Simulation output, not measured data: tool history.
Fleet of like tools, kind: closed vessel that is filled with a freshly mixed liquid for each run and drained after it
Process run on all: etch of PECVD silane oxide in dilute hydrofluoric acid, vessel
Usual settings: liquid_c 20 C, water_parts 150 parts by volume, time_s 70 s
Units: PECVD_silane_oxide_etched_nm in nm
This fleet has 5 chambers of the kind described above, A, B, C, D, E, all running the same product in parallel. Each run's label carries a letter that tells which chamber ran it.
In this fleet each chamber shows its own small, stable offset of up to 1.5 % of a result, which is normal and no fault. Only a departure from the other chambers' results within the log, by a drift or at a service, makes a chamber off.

run,day,liquid_c,water_parts,time_s,"read-back film thickness of the PECVD silane oxide reference wafer, read on the same gauge (nm)",PECVD_silane_oxide_etched_nm
1C,0.15,20,150,70,109.98,9.7307
2B,0.412,20,150,70,109.97,9.7227
3E,0.642,20,150,70,109.99,9.5413
# day 0.854: chamber B: hydrofluoric acid flow meter replaced
4D,0.946,20,150,70,109.99,9.703
5A,1.088,20,150,70,109.99,9.6189
6C,1.233,20,150,70,110,9.7205
7E,1.517,20,150,70,110.01,9.5991
8D,1.808,20,205,55,110.01,5.2767
9A,2.088,20,205,55,110.03,5.2159
10B,2.262,20,205,55,110.01,5.3195
11D,2.458,20,205,55,110.03,5.2606
12E,2.746,20,205,55,110.01,5.1823
13B,3.029,20,150,70,110,9.7624
14C,3.217,20,150,70,110.01,9.6492
15A,3.462,20,150,70,110.01,9.6469
16C,3.646,20,150,70,110.06,9.6998
17D,3.896,20,150,70,110.02,9.8278
18A,4.062,20,150,70,110.01,9.6417
19E,4.317,20,150,70,110,9.6456
20B,4.454,20,150,70,110.03,9.6676
21C,4.604,20,150,70,110,9.6821
22D,4.875,20,150,70,110,9.7202
23E,5.112,20,150,70,110,9.6151
24B,5.421,20,150,70,109.97,9.7147
25A,5.662,20,150,70,110.03,9.6534
26B,5.817,20,150,70,109.98,9.7243
27A,6.042,20,150,70,110.02,9.6419
28D,6.288,20,150,70,109.97,9.6987
29C,6.567,20,150,70,109.99,9.7009
30E,6.712,20,150,70,110.02,9.5098
31C,6.888,20,175,70,110.02,8.0946
32D,7.104,20,175,70,109.98,8.1992
33B,7.358,20,175,70,109.99,8.1069
34E,7.65,20,175,70,110.01,7.9986

Is one chamber out of step, is the gauge drifting, or do the chambers differ by no more than their own small offsets? For an off chamber, give its letter and the likeliest cause.

All chambers stay in line apart from their small fixed offsets, and the gauge does not drift.

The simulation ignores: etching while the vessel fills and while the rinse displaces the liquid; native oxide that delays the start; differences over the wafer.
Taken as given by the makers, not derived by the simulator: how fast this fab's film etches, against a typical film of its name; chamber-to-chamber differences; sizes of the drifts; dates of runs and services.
